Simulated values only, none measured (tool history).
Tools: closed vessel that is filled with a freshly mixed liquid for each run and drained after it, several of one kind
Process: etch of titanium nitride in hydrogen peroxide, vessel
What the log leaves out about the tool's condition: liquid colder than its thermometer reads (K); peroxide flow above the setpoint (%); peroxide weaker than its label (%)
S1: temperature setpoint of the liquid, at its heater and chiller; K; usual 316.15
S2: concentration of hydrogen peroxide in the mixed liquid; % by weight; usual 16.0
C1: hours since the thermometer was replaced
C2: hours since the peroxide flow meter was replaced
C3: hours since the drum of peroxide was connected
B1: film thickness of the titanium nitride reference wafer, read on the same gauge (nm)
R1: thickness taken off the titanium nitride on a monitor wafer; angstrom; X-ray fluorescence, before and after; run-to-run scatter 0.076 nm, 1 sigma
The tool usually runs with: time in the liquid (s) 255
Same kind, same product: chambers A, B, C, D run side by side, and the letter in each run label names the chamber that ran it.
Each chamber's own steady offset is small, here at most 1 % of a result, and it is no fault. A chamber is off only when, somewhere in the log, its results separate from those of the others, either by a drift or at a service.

Run 1D, hour 7.3: usual settings; C1 163.0; C2 69.5; C3 225.3; B1 69.981. Result: R1 114.790 angstrom.
Run 2A, hour 15.0: usual settings; C1 492.2; C2 24.2; C3 295.9; B1 69.982. Result: R1 114.010 angstrom.
At hour 19.8: chamber B: new drum of peroxide connected.
Run 3C, hour 24.5: usual settings; C1 980.2; C2 1529.2; C3 30.1; B1 69.963. Result: R1 113.820 angstrom.
Run 4B, hour 32.8: usual settings; C1 88.7; C2 737.9; C3 13.1; B1 70.009. Result: R1 113.890 angstrom.
Run 5B, hour 43.8: usual settings; C1 99.7; C2 748.9; C3 24.1; B1 70.013. Result: R1 114.110 angstrom.
Run 6C, hour 53.8: usual settings but time in the liquid (s) 125; C1 1009.5; C2 1558.5; C3 59.4; B1 70.020. Result: R1 55.648 angstrom.
Run 7A, hour 65.4: usual settings but time in the liquid (s) 125; C1 542.6; C2 74.6; C3 346.3; B1 70.036. Result: R1 55.719 angstrom.
Run 8D, hour 75.4: usual settings but time in the liquid (s) 125; C1 231.1; C2 137.6; C3 293.4; B1 70.017. Result: R1 55.780 angstrom.
Run 9A, hour 84.1: usual settings but time in the liquid (s) 125; C1 561.3; C2 93.3; C3 365.0; B1 69.982. Result: R1 55.845 angstrom.
Run 10D, hour 92.2: usual settings but S2 12.0 % by weight, time in the liquid (s) 130; C1 247.9; C2 154.4; C3 310.2; B1 69.995. Result: R1 55.082 angstrom.
Run 11C, hour 106.8: usual settings but S2 12.0 % by weight, time in the liquid (s) 130; C1 1062.5; C2 1611.5; C3 112.4; B1 69.985. Result: R1 55.279 angstrom.
Run 12B, hour 117.8: usual settings but S2 12.0 % by weight, time in the liquid (s) 130; C1 173.7; C2 822.9; C3 98.1; B1 69.992. Result: R1 55.253 angstrom.
At hour 118.6: chamber A: new drum of peroxide connected.
Run 13C, hour 130.4: usual settings but S2 12.0 % by weight, time in the liquid (s) 130; C1 1086.1; C2 1635.1; C3 136.0; B1 70.001. Result: R1 54.839 angstrom.
Run 14B, hour 142.4: usual settings; C1 198.3; C2 847.5; C3 122.7; B1 70.009. Result: R1 114.670 angstrom.
Run 15A, hour 157.1: usual settings; C1 634.3; C2 166.3; C3 38.6; B1 69.992. Result: R1 112.120 angstrom.
Run 16D, hour 166.8: usual settings; C1 322.5; C2 229.0; C3 384.8; B1 70.017. Result: R1 115.210 angstrom.
Run 17A, hour 181.5: usual settings but S2 19.5 % by weight, time in the liquid (s) 120; C1 658.7; C2 190.7; C3 63.0; B1 69.994. Result: R1 55.131 angstrom.
Run 18C, hour 188.6: usual settings but S2 19.5 % by weight, time in the liquid (s) 120; C1 1144.3; C2 1693.3; C3 194.2; B1 69.981. Result: R1 56.306 angstrom.
Run 19D, hour 200.4: usual settings but S2 19.5 % by weight, time in the liquid (s) 120; C1 356.1; C2 262.6; C3 418.4; B1 69.998. Result: R1 55.725 angstrom.
Run 20B, hour 210.6: usual settings but S2 19.5 % by weight, time in the liquid (s) 120; C1 266.5; C2 915.7; C3 190.9; B1 69.998. Result: R1 56.676 angstrom.
Run 21C, hour 220.5: usual settings but S1 308.65 K; C1 1176.2; C2 1725.2; C3 226.1; B1 70.002. Result: R1 64.399 angstrom.
Run 22A, hour 233.7: usual settings but S1 308.65 K; C1 710.9; C2 242.9; C3 115.2; B1 70.002. Result: R1 62.608 angstrom.
Run 23B, hour 245.7: usual settings but S1 308.65 K; C1 301.6; C2 950.8; C3 226.0; B1 70.012. Result: R1 65.146 angstrom.
At hour 248.9: chamber B: peroxide flow meter replaced.
Run 24D, hour 258.6: usual settings but S1 308.65 K; C1 414.3; C2 320.8; C3 476.6; B1 70.005. Result: R1 64.597 angstrom.
Run 25B, hour 273.3: usual settings; C1 329.2; C2 24.4; C3 253.6; B1 70.010. Result: R1 113.310 angstrom.
Run 26D, hour 283.4: usual settings; C1 439.1; C2 345.6; C3 501.4; B1 70.003. Result: R1 114.140 angstrom.
Run 27C, hour 296.6: usual settings; C1 1252.3; C2 1801.3; C3 302.2; B1 69.995. Result: R1 112.680 angstrom.
Run 28A, hour 309.6: usual settings; C1 786.8; C2 318.8; C3 191.1; B1 70.013. Result: R1 108.530 angstrom.
Run 29D, hour 320.0: usual settings; C1 475.7; C2 382.2; C3 538.0; B1 69.980. Result: R1 114.700 angstrom.
Run 30A, hour 334.0: usual settings; C1 811.2; C2 343.2; C3 215.5; B1 70.012. Result: R1 108.980 angstrom.
At hour 338.3: chamber A: peroxide flow meter replaced.
At hour 343.8: chamber D: new drum of peroxide connected.
Run 31B, hour 348.2: usual settings but S2 13.0 % by weight; C1 404.1; C2 99.3; C3 328.5; B1 69.987. Result: R1 109.940 angstrom.
Run 32C, hour 358.5: usual settings but S2 13.0 % by weight; C1 1314.2; C2 1863.2; C3 364.1; B1 69.987. Result: R1 107.880 angstrom.
Run 33B, hour 368.1: usual settings but S2 13.0 % by weight; C1 424.0; C2 119.2; C3 348.4; B1 69.998. Result: R1 110.220 angstrom.
At hour 375.9: chamber D: thermometer replaced.
Run 34D, hour 382.7: usual settings but S2 13.0 % by weight; C1 6.8; C2 444.9; C3 38.9; B1 69.991. Result: R1 109.880 angstrom.
Run 35C, hour 393.6: usual settings but S2 13.5 % by weight, time in the liquid (s) 170; C1 1349.3; C2 1898.3; C3 399.2; B1 69.984. Result: R1 73.133 angstrom.
Run 36A, hour 407.4: usual settings but S2 13.5 % by weight, time in the liquid (s) 170; C1 884.6; C2 69.1; C3 288.9; B1 69.964. Result: R1 69.717 angstrom.
Run 37B, hour 416.7: usual settings but S2 13.5 % by weight, time in the liquid (s) 170; C1 472.6; C2 167.8; C3 397.0; B1 69.986. Result: R1 74.297 angstrom.
Run 38C, hour 426.0: usual settings but S2 13.5 % by weight, time in the liquid (s) 170; C1 1381.7; C2 1930.7; C3 431.6; B1 69.998. Result: R1 72.372 angstrom.

Is one chamber off against the others, does the gauge drift, or is nothing wrong? If a chamber is off, say which, and what the likeliest cause is.

Chamber A drifts away from the others.
What lies behind it: liquid colder than its thermometer reads (K) = 0.804.

Chamber A could run next with any of the 4 candidate recipes listed below; each alters the usual settings, and their results appear as question marks. Which one brings its results back in line with what the other chambers deliver on the usual settings?
In line means no further than this from the other chambers' mean on the usual settings: R1 2.700 angstrom
Run 39A-1, hour 436.7: usual settings but S1 316.65 K, time in the liquid (s) 260. Result: R1 ?.
Run 39A-2, hour 436.7: usual settings but S1 315.65 K, time in the liquid (s) 250. Result: R1 ?.
Run 39A-3, hour 436.7: usual settings but S1 315.15 K, time in the liquid (s) 240. Result: R1 ?.
Run 39A-4, hour 436.7: usual settings but S1 317.15 K, time in the liquid (s) 270. Result: R1 ?.

What the other chambers average on the usual settings: R1 114.180 angstrom
  run       R1
39A-1  113.070
39A-2  100.780
39A-3   93.128
39A-4  121.930
The right change is 39A-1: it brings the chamber back within the allowed miss of the others.
